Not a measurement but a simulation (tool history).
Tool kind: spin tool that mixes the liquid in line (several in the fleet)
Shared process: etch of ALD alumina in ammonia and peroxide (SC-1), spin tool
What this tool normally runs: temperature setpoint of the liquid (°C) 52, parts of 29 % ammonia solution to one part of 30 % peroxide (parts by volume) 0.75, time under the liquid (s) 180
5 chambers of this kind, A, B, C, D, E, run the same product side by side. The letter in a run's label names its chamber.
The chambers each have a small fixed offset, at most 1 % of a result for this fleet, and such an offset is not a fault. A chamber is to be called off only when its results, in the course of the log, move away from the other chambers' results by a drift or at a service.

run,hour,temperature setpoint of the liquid (°C),parts of 29 % ammonia solution to one part of 30 % peroxide (parts by volume),time under the liquid (s),hours since the thermometer was replaced,hours since the ammonia flow meter was replaced,hours since the heated supply line was repaired,hours since the drum of ammonia solution was connected,"read-back film thickness of the ALD alumina reference wafer, read on the same gauge (nm)",thickness taken off the ALD alumina on a monitor wafer (Å)
1B,5.9,52,0.75,180,1633.5,375.4,1773.7,1168.5,49.972,134.650
2D,13.0,52,0.75,180,497.4,741.9,1338.7,271.1,50.080,132.180
# hour 13.8: chamber A: heated supply line repaired
# hour 17.5: chamber C: thermometer replaced
3C,22.6,52,0.75,180,5.2,831.5,1863.3,638.9,50.074,132.010
4A,29.1,52,0.75,180,210.5,455.7,15.3,127.5,50.035,132.280
5E,36.1,52,0.75,180,277.8,1413.0,2331.3,509.5,50.006,133.340
6B,45.8,52,0.75,180,1673.4,415.3,1813.6,1208.4,49.942,133.480
# hour 48.3: chamber B: thermometer replaced
7A,51.3,52,0.90,180,232.7,477.9,37.5,149.7,49.990,134.600
# hour 55.7: chamber E: new drum of ammonia solution connected
# hour 55.8: chamber B: new drum of ammonia solution connected
8C,61.8,52,0.90,180,44.4,870.7,1902.5,678.1,49.999,135.380
9D,68.3,52,0.90,180,552.7,797.2,1394.0,326.4,50.028,133.480
# hour 71.7: chamber C: new drum of ammonia solution connected
10E,77.1,52,0.90,180,318.8,1454.0,2372.3,21.5,49.985,136.280
11C,84.4,52,0.90,180,67.0,893.3,1925.1,12.7,50.031,135.620
12A,92.8,52,0.75,180,274.2,519.4,79.0,191.2,50.015,131.700
13B,98.3,52,0.95,180,50.0,467.8,1866.1,42.6,50.041,136.180
14D,105.0,52,0.95,180,589.4,833.9,1430.7,363.1,50.019,134.320
15E,112.5,52,0.95,180,354.2,1489.4,2407.7,56.9,50.000,137.410
16D,117.6,52,0.95,180,602.0,846.5,1443.3,375.7,49.995,134.250
17C,127.6,52,0.95,180,110.2,936.5,1968.3,55.9,50.029,136.630
18A,133.7,52,1.05,85,315.1,560.3,119.9,232.1,50.043,64.922
19B,139.8,52,1.05,85,91.5,509.3,1907.6,84.1,49.961,65.384
20E,149.5,52,1.05,85,391.2,1526.4,2444.7,93.9,50.011,64.652
21B,157.1,52,1.05,85,108.8,526.6,1924.9,101.4,49.990,65.077
22D,163.5,52,1.05,85,647.9,892.4,1489.2,421.6,49.960,63.132
23A,173.4,52,0.75,180,354.8,600.0,159.6,271.8,49.987,132.320
24E,182.9,52,0.75,180,424.6,1559.8,2478.1,127.3,50.015,133.410
25C,190.8,52,0.75,180,173.4,999.7,2031.5,119.1,50.008,133.470
26B,200.9,52,0.75,180,152.6,570.4,1968.7,145.2,50.005,134.040
27C,206.9,52,0.75,180,189.5,1015.8,2047.6,135.2,50.001,133.660
28A,214.3,52,0.75,180,395.7,640.9,200.5,312.7,49.941,132.340
29E,219.5,52,0.75,180,461.2,1596.4,2514.7,163.9,49.975,132.060
30D,225.6,52,0.95,95,710.0,954.5,1551.3,483.7,50.016,68.356
31E,235.3,52,0.95,95,477.0,1612.2,2530.5,179.7,50.007,71.897
32B,245.4,52,0.95,95,197.1,614.9,2013.2,189.7,50.007,72.576
33D,250.9,52,0.95,95,735.3,979.8,1576.6,509.0,50.047,69.096
34C,257.1,52,0.95,95,239.7,1066.0,2097.8,185.4,50.022,72.020
35A,262.4,52,0.75,180,443.8,689.0,248.6,360.8,50.028,131.540
36C,267.6,52,0.40,100,250.2,1076.5,2108.3,195.9,50.032,70.368
37B,274.6,52,0.40,100,226.3,644.1,2042.4,218.9,50.018,69.449
38D,280.1,52,0.40,100,764.5,1009.0,1605.8,538.2,50.054,65.759
39E,289.1,52,0.40,100,530.8,1666.0,2584.3,233.5,50.040,68.951
40A,297.1,52,0.40,100,478.5,723.7,283.3,395.5,50.062,69.533
41E,306.1,42,1.10,180,547.8,1683.0,2601.3,250.5,49.977,78.980
42A,312.8,42,1.10,180,494.2,739.4,299.0,411.2,50.026,76.670

Decide between three cases: one chamber stands off from its peers, the gauge reading all wafers drifts, or nothing is wrong past each chamber's small offset. Where a chamber is off, say which and what most likely put it there.

Little by little, chamber D moves away from the other chambers.
What lies behind it: liquid colder than its thermometer reads (K) = 1.06.
It could be hard to tell apart here from: temperature lost on the way to the wafer (K).

Below are 4 candidate recipes for chamber D's next run, each the usual settings with a change, their results shown as question marks. Which of them brings D's results back in line with what the other chambers give on the usual settings?
To be in line, a result may differ from the other chambers' mean on the usual settings by at most: thickness taken off the ALD alumina on a monitor wafer (Å) 2.700
43D-1,320.4,52.0,0.75,170,,,,,,?
43D-2,320.4,53.0,0.75,190,,,,,,?
43D-3,320.4,52.5,0.75,185,,,,,,?
43D-4,320.4,51.0,0.75,170,,,,,,?

What the other chambers average on the usual settings: thickness taken off the ALD alumina on a monitor wafer (Å) 133.020
run,thickness taken off the ALD alumina on a monitor wafer (Å)
43D-1,118.780
43D-2,140.260
43D-3,132.830
43D-4,112.320
With 43D-3, the chamber falls back in line with the rest.

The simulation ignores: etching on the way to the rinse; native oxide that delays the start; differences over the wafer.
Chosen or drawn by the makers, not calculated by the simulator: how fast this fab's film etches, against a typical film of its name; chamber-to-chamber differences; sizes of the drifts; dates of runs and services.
